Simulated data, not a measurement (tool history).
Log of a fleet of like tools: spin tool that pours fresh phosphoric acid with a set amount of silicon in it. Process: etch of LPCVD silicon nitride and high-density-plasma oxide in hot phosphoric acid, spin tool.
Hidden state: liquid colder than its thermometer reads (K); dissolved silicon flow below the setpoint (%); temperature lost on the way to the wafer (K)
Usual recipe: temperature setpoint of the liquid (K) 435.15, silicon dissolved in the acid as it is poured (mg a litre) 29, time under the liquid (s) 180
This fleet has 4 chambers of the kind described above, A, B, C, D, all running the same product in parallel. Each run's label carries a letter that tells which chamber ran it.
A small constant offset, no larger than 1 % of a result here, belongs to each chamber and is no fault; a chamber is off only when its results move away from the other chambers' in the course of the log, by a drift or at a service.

| run | day | temperature setpoint of the liquid (K) | silicon dissolved in the acid as it is poured (mg a litre) | time under the liquid (s) | hours since the thermometer was replaced | hours since the dissolved silicon flow meter was replaced | hours since the heated supply line was repaired | read-back film thickness of the LPCVD silicon nitride reference wafer, read on the same gauge (nm) | read-back film thickness of the high-density-plasma oxide reference wafer, read on the same gauge (nm) | thickness taken off the LPCVD silicon nitride on a monitor wafer (angstrom) | thickness taken off the high-density-plasma oxide on a monitor wafer (angstrom) |
|---|---|---|---|---|---|---|---|---|---|---|---|
| 1A | 0.425 | 435.15 | 29 | 180 | 1031.7 | 49.1 | 2320.9 | 59.999 | 59.993 | 183.66 | 5.3721 |
| 2D | 0.771 | 435.15 | 29 | 180 | 1805.2 | 1242.7 | 1018.4 | 59.993 | 59.992 | 183.79 | 4.6066 |
| 3C | 1.096 | 435.15 | 29 | 180 | 693.7 | 863.5 | 1697 | 59.992 | 59.997 | 183.09 | 5.1315 |
| 4B | 1.567 | 435.15 | 29 | 180 | 466 | 986.7 | 1644 | 60.024 | 60.033 | 186.97 | 5.6864 |
| 5A | 2.088 | 435.15 | 29 | 180 | 1071.6 | 89 | 2360.8 | 59.946 | 59.981 | 186.97 | 5.2721 |
| 6C | 2.508 | 435.15 | 29 | 180 | 727.6 | 897.4 | 1730.9 | 59.996 | 59.998 | 182.05 | 5.0344 |
| 7B | 3.071 | 435.15 | 29 | 180 | 502.1 | 1022.8 | 1680.1 | 60.031 | 60.025 | 186.98 | 5.3068 |
| 8D | 3.538 | 435.15 | 29 | 180 | 1871.6 | 1309.1 | 1084.8 | 60.02 | 60.02 | 185.44 | 5.2894 |
| 9D | 3.946 | 435.15 | 8 | 90 | 1881.4 | 1318.9 | 1094.6 | 60.02 | 59.981 | 92.437 | 4.047 |
|  | 4.442 | chamber D: thermometer replaced |
| 10A | 4.45 | 435.15 | 8 | 90 | 1128.3 | 145.7 | 2417.5 | 60.003 | 60.002 | 92.988 | 4.6341 |
| 11B | 5.012 | 435.15 | 8 | 90 | 548.7 | 1069.4 | 1726.7 | 59.95 | 60.008 | 92.243 | 4.5199 |
| 12C | 5.588 | 435.15 | 8 | 90 | 801.5 | 971.3 | 1804.8 | 60.028 | 59.994 | 91.629 | 5.0654 |
| 13B | 6.017 | 433.65 | 50 | 180 | 572.8 | 1093.5 | 1750.8 | 60.004 | 59.987 | 172.64 | 1.682 |
| 14D | 6.608 | 433.65 | 50 | 180 | 52 | 1382.8 | 1158.5 | 59.985 | 60.008 | 177.99 | 2.0888 |
| 15A | 7.062 | 433.65 | 50 | 180 | 1191 | 208.4 | 2480.2 | 59.949 | 60.012 | 175.95 | 1.9011 |
| 16C | 7.608 | 433.65 | 50 | 180 | 850 | 1019.8 | 1853.3 | 59.986 | 60.009 | 176.21 | 2.0287 |
| 17C | 7.908 | 435.15 | 29 | 180 | 857.2 | 1027 | 1860.5 | 60.032 | 59.993 | 186.36 | 5.8403 |
| 18D | 8.233 | 435.15 | 29 | 180 | 91 | 1421.8 | 1197.5 | 59.974 | 59.996 | 185.59 | 5.0849 |
| 19B | 8.858 | 435.15 | 15 | 180 | 641 | 1161.7 | 1819 | 59.944 | 60.037 | 180.87 | 8.6513 |
| 20A | 9.183 | 435.15 | 15 | 180 | 1241.9 | 259.3 | 2531.1 | 60.047 | 60.009 | 186.31 | 8.7472 |
|  | 9.521 | chamber D: heated supply line repaired |
| 21A | 9.533 | 435.15 | 15 | 180 | 1250.3 | 267.7 | 2539.5 | 60.026 | 60.002 | 184.37 | 8.6803 |
| 22D | 10.142 | 435.15 | 15 | 180 | 136.8 | 1467.6 | 15 | 59.956 | 60.003 | 186.12 | 8.6862 |
| 23C | 10.621 | 435.15 | 29 | 180 | 922.3 | 1092.1 | 1925.6 | 59.99 | 59.993 | 185.07 | 5.3735 |
| 24B | 11.012 | 435.15 | 29 | 180 | 692.7 | 1213.4 | 1870.7 | 59.997 | 60.008 | 175.6 | 4.8086 |
| 25D | 11.388 | 435.15 | 29 | 180 | 166.7 | 1497.5 | 44.9 | 60.012 | 60.007 | 186.44 | 5.2345 |
| 26B | 11.896 | 435.15 | 29 | 180 | 713.9 | 1234.6 | 1891.9 | 59.969 | 59.998 | 174.06 | 4.2627 |
| 27A | 12.204 | 435.15 | 29 | 180 | 1314.4 | 331.8 | 2603.6 | 59.988 | 59.992 | 185.55 | 5.5009 |
| 28C | 12.483 | 435.15 | 29 | 180 | 967 | 1136.8 | 1970.3 | 60.005 | 60.002 | 186.54 | 5.1999 |
| 29D | 12.9 | 435.15 | 29 | 180 | 203 | 1533.8 | 81.2 | 60.021 | 60.004 | 186.92 | 5.5817 |
| 30B | 13.271 | 435.15 | 29 | 180 | 746.9 | 1267.6 | 1924.9 | 59.998 | 60.022 | 173.39 | 4.7573 |
| 31C | 13.733 | 435.15 | 29 | 180 | 997 | 1166.8 | 2000.3 | 59.977 | 59.994 | 184.85 | 5.6823 |
| 32A | 14.308 | 435.15 | 29 | 180 | 1364.9 | 382.3 | 2654.1 | 60.011 | 60.001 | 186.6 | 5.8273 |
| 33C | 14.85 | 435.15 | 29 | 180 | 1023.8 | 1193.6 | 2027.1 | 60.019 | 60.004 | 184.38 | 5.1961 |
| 34B | 15.342 | 435.15 | 29 | 180 | 796.6 | 1317.3 | 1974.6 | 60.054 | 60.008 | 171.39 | 4.0707 |
|  | 15.783 | chamber A: thermometer replaced |
| 35D | 15.888 | 435.15 | 29 | 180 | 274.7 | 1605.5 | 152.9 | 59.966 | 60.019 | 186.74 | 4.6808 |
| 36A | 16.221 | 435.15 | 29 | 180 | 10.5 | 428.2 | 2700 | 59.984 | 59.997 | 187.45 | 5.5795 |

The same settings go to every chamber for the next run, one line per chamber below. Forecast the results for each:
| 37A | 16.679 | 435.15 | 29 | 180 |  |  |  |  |  | ? | ? |
| 37B | 16.679 | 435.15 | 29 | 180 |  |  |  |  |  | ? | ? |
| 37C | 16.679 | 435.15 | 29 | 180 |  |  |  |  |  | ? | ? |
| 37D | 16.679 | 435.15 | 29 | 180 |  |  |  |  |  | ? | ? |

| run | thickness taken off the LPCVD silicon nitride on a monitor wafer (angstrom) | thickness taken off the high-density-plasma oxide on a monitor wafer (angstrom) |
|---|---|---|
| 37A | 187.43 | 4.9586 |
| 37B | 169.1 | 3.9379 |
| 37C | 183.69 | 4.988 |
| 37D | 184.27 | 5.0192 |
